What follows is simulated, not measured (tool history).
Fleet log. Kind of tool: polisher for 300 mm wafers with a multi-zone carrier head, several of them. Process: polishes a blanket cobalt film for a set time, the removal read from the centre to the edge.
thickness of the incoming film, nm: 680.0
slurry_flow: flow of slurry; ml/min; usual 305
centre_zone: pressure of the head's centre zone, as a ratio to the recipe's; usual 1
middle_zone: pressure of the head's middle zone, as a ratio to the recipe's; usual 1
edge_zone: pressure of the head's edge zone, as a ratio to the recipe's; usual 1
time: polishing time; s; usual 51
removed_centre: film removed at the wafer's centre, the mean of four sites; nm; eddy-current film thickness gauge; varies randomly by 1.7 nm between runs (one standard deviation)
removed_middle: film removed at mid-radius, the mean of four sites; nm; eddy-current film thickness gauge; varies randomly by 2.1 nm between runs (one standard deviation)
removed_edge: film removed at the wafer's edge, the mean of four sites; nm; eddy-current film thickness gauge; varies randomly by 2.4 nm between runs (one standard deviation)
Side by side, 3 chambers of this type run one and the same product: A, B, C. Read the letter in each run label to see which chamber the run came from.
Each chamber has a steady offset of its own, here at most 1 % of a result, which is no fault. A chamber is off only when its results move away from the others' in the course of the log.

| run | hour | slurry_flow | centre_zone | middle_zone | edge_zone | time | removed_centre | removed_middle | removed_edge |
|---|---|---|---|---|---|---|---|---|---|
| 1B | 6.5 | 305 | 1 | 1 | 1 | 51 | 175.17 | 176.34 | 177.39 |
|  | 13 | chamber A: worn pad replaced by a new one |
| 2A | 14 | 305 | 1 | 1 | 1 | 51 | 175.22 | 173.72 | 181.23 |
| 3C | 22.2 | 305 | 1 | 1 | 1 | 51 | 176.73 | 174.86 | 175.48 |
| 4C | 26.8 | 305 | 1 | 1 | 1 | 51 | 176.17 | 177.24 | 178.42 |
| 5B | 34.8 | 305 | 1 | 1 | 1 | 51 | 175.04 | 179.7 | 177.67 |
| 6A | 40.1 | 305 | 1 | 1 | 1 | 51 | 174.8 | 172.16 | 177.07 |
| 7B | 45.7 | 305 | 0.94 | 1 | 1 | 36 | 110.84 | 122.94 | 123.88 |
| 8C | 55.2 | 305 | 0.94 | 1 | 1 | 36 | 115.37 | 122.73 | 121.14 |
| 9A | 61.6 | 305 | 0.94 | 1 | 1 | 36 | 115.66 | 124.33 | 123.81 |
| 10B | 70.8 | 305 | 1 | 1 | 1 | 51 | 169.66 | 175.99 | 180.35 |
| 11A | 77.9 | 305 | 1 | 1 | 1 | 51 | 176.11 | 174.99 | 178.07 |
| 12C | 86.4 | 305 | 1 | 1 | 1 | 51 | 180.55 | 176.52 | 169.76 |
| 13C | 94.7 | 305 | 1 | 1.1 | 1 | 51 | 181.01 | 190.84 | 174.05 |
|  | 94.8 | chamber B: slurry nozzle cleaned |
|  | 98 | chamber A: edge zone pressure recalibrated |
| 14B | 100.8 | 305 | 1 | 1.1 | 1 | 51 | 175.11 | 191.11 | 178.41 |
| 15A | 109.3 | 305 | 1 | 1.1 | 1 | 51 | 172.83 | 191.31 | 177.03 |
|  | 113.4 | chamber A: worn pad replaced by a new one |
| 16A | 116.2 | 305 | 1 | 1 | 1 | 51 | 174.18 | 178.83 | 173.89 |
| 17C | 121 | 305 | 1.09 | 0.94 | 1 | 51 | 198.38 | 166.92 | 175.28 |
| 18B | 130.2 | 305 | 1.09 | 0.94 | 1 | 51 | 193.22 | 167.5 | 172.49 |
| 19B | 135.5 | 305 | 1.09 | 0.94 | 1 | 51 | 190.15 | 167.9 | 176.42 |
| 20C | 139.7 | 305 | 1 | 1 | 1 | 51 | 180.97 | 172.92 | 176.07 |
| 21A | 148.3 | 225 | 1 | 1 | 1 | 64 | 208.37 | 212.5 | 214.56 |
| 22A | 155 | 225 | 1 | 1 | 1 | 64 | 211.21 | 214.08 | 218.01 |
|  | 161 | chamber C: worn pad replaced by a new one |
| 23C | 163.9 | 225 | 1 | 1 | 1 | 64 | 221.1 | 214.55 | 210.72 |
|  | 171 | chamber B: worn pad replaced by a new one |
| 24B | 173 | 305 | 1 | 1 | 1 | 51 | 171.39 | 178.63 | 179.06 |
| 25C | 182.6 | 305 | 1 | 1 | 1 | 51 | 187.45 | 177.36 | 176.05 |
|  | 186.8 | chamber B: centre zone pressure recalibrated |
| 26A | 189.3 | 305 | 1 | 1 | 1 | 51 | 175.15 | 179.34 | 172.36 |
|  | 193.5 | chamber A: worn pad replaced by a new one |
| 27B | 194.8 | 305 | 1 | 1 | 1 | 51 | 173.95 | 175.92 | 179.34 |
| 28A | 204.3 | 305 | 1 | 1 | 1 | 51 | 176.26 | 175.27 | 174.71 |
|  | 208.5 | chamber A: slurry nozzle cleaned |
| 29C | 208.6 | 305 | 1 | 1 | 1 | 51 | 185.11 | 172.46 | 174.78 |
| 30B | 212.9 | 305 | 1 | 1 | 1 | 51 | 175.41 | 175.18 | 175.06 |
| 31B | 218 | 305 | 1 | 1 | 1 | 51 | 172.53 | 179.18 | 177.14 |
| 32C | 226.9 | 305 | 1 | 1 | 0.94 | 51 | 189.55 | 177.62 | 169.84 |
|  | 228.2 | chamber A: centre zone pressure recalibrated |
| 33A | 232 | 305 | 1 | 1 | 0.94 | 51 | 175.12 | 177.33 | 175.09 |
| 34C | 240.3 | 305 | 1 | 1 | 0.94 | 51 | 190.84 | 171.92 | 170.41 |
| 35A | 249.1 | 305 | 1 | 1 | 1 | 51 | 172.58 | 173.23 | 177.99 |
| 36B | 258.2 | 350 | 1 | 1 | 1 | 51 | 178.11 | 176.8 | 179.36 |
| 37A | 263.7 | 350 | 1 | 1 | 1 | 51 | 176.65 | 180.44 | 175.17 |
| 38C | 271.9 | 350 | 1 | 1 | 1 | 51 | 192.22 | 178 | 181.25 |
| 39B | 276.8 | 305 | 1 | 1 | 1 | 51 | 176.62 | 175.78 | 174.64 |
|  | 278.1 | chamber A: worn pad replaced by a new one |
| 40A | 282.2 | 305 | 1 | 1 | 1 | 51 | 175.68 | 173.26 | 173.47 |

Each of the 3 chambers runs these same settings next. Fill in every chamber's results:
| 41A | 289 | 305 | 1 | 1 | 1 | 51 | ? | ? | ? |
| 41B | 289 | 305 | 1 | 1 | 1 | 51 | ? | ? | ? |
| 41C | 289 | 305 | 1 | 1 | 1 | 51 | ? | ? | ? |

| run | removed_centre | removed_middle | removed_edge |
|---|---|---|---|
| 41A | 173.32 | 176.33 | 178.64 |
| 41B | 175.01 | 173.68 | 179.17 |
| 41C | 188.33 | 171.8 | 176.55 |

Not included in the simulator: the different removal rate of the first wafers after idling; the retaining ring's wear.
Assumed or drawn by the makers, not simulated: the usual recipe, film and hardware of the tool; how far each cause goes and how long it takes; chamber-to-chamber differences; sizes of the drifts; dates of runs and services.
